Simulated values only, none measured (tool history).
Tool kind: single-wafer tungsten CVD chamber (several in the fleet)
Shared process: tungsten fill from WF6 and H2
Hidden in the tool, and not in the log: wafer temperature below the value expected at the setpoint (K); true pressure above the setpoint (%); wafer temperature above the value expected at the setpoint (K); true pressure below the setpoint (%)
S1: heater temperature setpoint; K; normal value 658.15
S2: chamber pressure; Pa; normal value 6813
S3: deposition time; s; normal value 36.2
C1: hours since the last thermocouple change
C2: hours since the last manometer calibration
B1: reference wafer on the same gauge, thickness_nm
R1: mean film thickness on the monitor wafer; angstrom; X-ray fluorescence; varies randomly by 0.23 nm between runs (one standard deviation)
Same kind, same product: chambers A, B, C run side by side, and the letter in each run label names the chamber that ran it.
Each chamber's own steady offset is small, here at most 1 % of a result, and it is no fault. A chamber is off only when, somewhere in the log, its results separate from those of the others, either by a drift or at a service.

{"run": "1A", "hour": 10.2, "S1": 658.15, "S2": 6813, "S3": 36.2, "C1": 195.8, "C2": 2480.8, "B1": 121.04, "R1": 1017.0}
{"run": "2B", "hour": 18.0, "S1": 658.15, "S2": 6813, "S3": 36.2, "C1": 596.5, "C2": 265.8, "B1": 121.01, "R1": 1019.9}
{"run": "3C", "hour": 27.8, "S1": 658.15, "S2": 6813, "S3": 36.2, "C1": 604.1, "C2": 834.6, "B1": 121.04, "R1": 1006.6}
{"run": "4B", "hour": 33.8, "S1": 658.15, "S2": 6813, "S3": 36.2, "C1": 612.3, "C2": 281.6, "B1": 121.02, "R1": 1020.8}
{"run": "5A", "hour": 43.6, "S1": 658.15, "S2": 6813, "S3": 36.2, "C1": 229.2, "C2": 2514.2, "B1": 120.96, "R1": 1017.3}
{"run": "6C", "hour": 51.6, "S1": 658.15, "S2": 6813, "S3": 36.2, "C1": 627.9, "C2": 858.4, "B1": 121.0, "R1": 1011.8}
{"run": "7A", "hour": 59.3, "S1": 658.15, "S2": 6813, "S3": 36.2, "C1": 244.9, "C2": 2529.9, "B1": 120.97, "R1": 1015.1}
{"run": "8B", "hour": 67.3, "S1": 658.15, "S2": 6813, "S3": 36.2, "C1": 645.8, "C2": 315.1, "B1": 120.96, "R1": 1021.1}
{"run": "9C", "hour": 71.7, "S1": 658.15, "S2": 6813, "S3": 36.2, "C1": 648.0, "C2": 878.5, "B1": 121.04, "R1": 1009.9}
{"run": "10B", "hour": 81.1, "S1": 658.15, "S2": 6813, "S3": 36.2, "C1": 659.6, "C2": 328.9, "B1": 121.02, "R1": 1022.7}
{"run": "11A", "hour": 86.9, "S1": 658.15, "S2": 6813, "S3": 36.2, "C1": 272.5, "C2": 2557.5, "B1": 120.95, "R1": 1019.1}
{"run": "12C", "hour": 92.7, "S1": 658.15, "S2": 6813, "S3": 36.2, "C1": 669.0, "C2": 899.5, "B1": 120.98, "R1": 1011.5}
{"run": "13A", "hour": 100.8, "S1": 658.15, "S2": 6813, "S3": 36.2, "C1": 286.4, "C2": 2571.4, "B1": 121.04, "R1": 1015.4}
{"run": "14C", "hour": 106.7, "S1": 658.15, "S2": 6813, "S3": 36.2, "C1": 683.0, "C2": 913.5, "B1": 120.97, "R1": 1010.3}
{"run": "15B", "hour": 115.5, "S1": 658.15, "S2": 6813, "S3": 36.2, "C1": 694.0, "C2": 363.3, "B1": 121.03, "R1": 1022.9}
{"run": "16B", "hour": 120.7, "S1": 665.15, "S2": 7759, "S3": 36.2, "C1": 699.2, "C2": 368.5, "B1": 121.0, "R1": 1249.6}
{"run": "17C", "hour": 126.0, "S1": 665.15, "S2": 7759, "S3": 36.2, "C1": 702.3, "C2": 932.8, "B1": 121.03, "R1": 1219.8}
{"run": "18A", "hour": 135.9, "S1": 665.15, "S2": 7759, "S3": 36.2, "C1": 321.5, "C2": 2606.5, "B1": 121.06, "R1": 1234.3}
{"run": "19C", "hour": 146.0, "S1": 658.15, "S2": 6813, "S3": 36.2, "C1": 722.3, "C2": 952.8, "B1": 121.02, "R1": 1009.3}
{"run": "20A", "hour": 151.5, "S1": 672.15, "S2": 7319, "S3": 36.2, "C1": 337.1, "C2": 2622.1, "B1": 121.01, "R1": 1364.9}
{"run": "21B", "hour": 159.0, "S1": 672.15, "S2": 7319, "S3": 36.2, "C1": 737.5, "C2": 406.8, "B1": 121.04, "R1": 1377.3}
{"run": "22A", "hour": 166.1, "S1": 672.15, "S2": 7319, "S3": 36.2, "C1": 351.7, "C2": 2636.7, "B1": 120.97, "R1": 1367.7}
{"run": "23B", "hour": 174.9, "S1": 658.15, "S2": 6813, "S3": 36.2, "C1": 753.4, "C2": 422.7, "B1": 120.97, "R1": 1018.8}
{"run": "24C", "hour": 183.8, "S1": 658.15, "S2": 6813, "S3": 36.2, "C1": 760.1, "C2": 990.6, "B1": 120.96, "R1": 1010.0}
{"run": "25B", "hour": 190.9, "S1": 658.15, "S2": 6813, "S3": 36.2, "C1": 769.4, "C2": 438.7, "B1": 120.99, "R1": 1018.4}
{"run": "26A", "hour": 196.3, "S1": 658.15, "S2": 6813, "S3": 36.2, "C1": 381.9, "C2": 2666.9, "B1": 120.95, "R1": 1016.3}
{"run": "27C", "hour": 202.0, "S1": 658.15, "S2": 6813, "S3": 36.2, "C1": 778.3, "C2": 1008.8, "B1": 121.04, "R1": 1008.4}
{"run": "28A", "hour": 207.8, "S1": 658.15, "S2": 6813, "S3": 36.2, "C1": 393.4, "C2": 2678.4, "B1": 121.03, "R1": 1013.0}
{"run": "29B", "hour": 217.1, "S1": 658.15, "S2": 7533, "S3": 32.4, "C1": 795.6, "C2": 464.9, "B1": 120.99, "R1": 954.92}
{"run": "30C", "hour": 222.4, "S1": 658.15, "S2": 7533, "S3": 32.4, "C1": 798.7, "C2": 1029.2, "B1": 121.0, "R1": 942.55}
{"run": "31A", "hour": 228.7, "S1": 658.15, "S2": 7533, "S3": 32.4, "C1": 414.3, "C2": 2699.3, "B1": 120.95, "R1": 951.77}
{"run": "32C", "hour": 238.0, "S1": 658.15, "S2": 6813, "S3": 36.2, "C1": 814.3, "C2": 1044.8, "B1": 120.99, "R1": 1004.5}
{"run": "33B", "hour": 244.6, "S1": 658.15, "S2": 6813, "S3": 36.2, "C1": 823.1, "C2": 492.4, "B1": 121.05, "R1": 1018.1}
{"run": "34A", "hour": 253.1, "S1": 658.15, "S2": 6813, "S3": 40.9, "C1": 438.7, "C2": 2723.7, "B1": 120.97, "R1": 1146.8}
{"run": "35C", "hour": 263.1, "S1": 658.15, "S2": 6813, "S3": 40.9, "C1": 839.4, "C2": 1069.9, "B1": 120.92, "R1": 1139.6}
{"run": "36B", "hour": 270.8, "S1": 658.15, "S2": 6813, "S3": 40.9, "C1": 849.3, "C2": 518.6, "B1": 121.08, "R1": 1155.2}

All chambers now run identical settings, listed one chamber a line with results as question marks. What results will each chamber show?
{"run": "37A", "hour": 278.2, "S1": 658.15, "S2": 8319, "S3": 36.2, "R1": "?"}
{"run": "37B", "hour": 278.2, "S1": 658.15, "S2": 8319, "S3": 36.2, "R1": "?"}
{"run": "37C", "hour": 278.2, "S1": 658.15, "S2": 8319, "S3": 36.2, "R1": "?"}

run=37A R1=1108.80
run=37B R1=1113.70
run=37C R1=1105.10
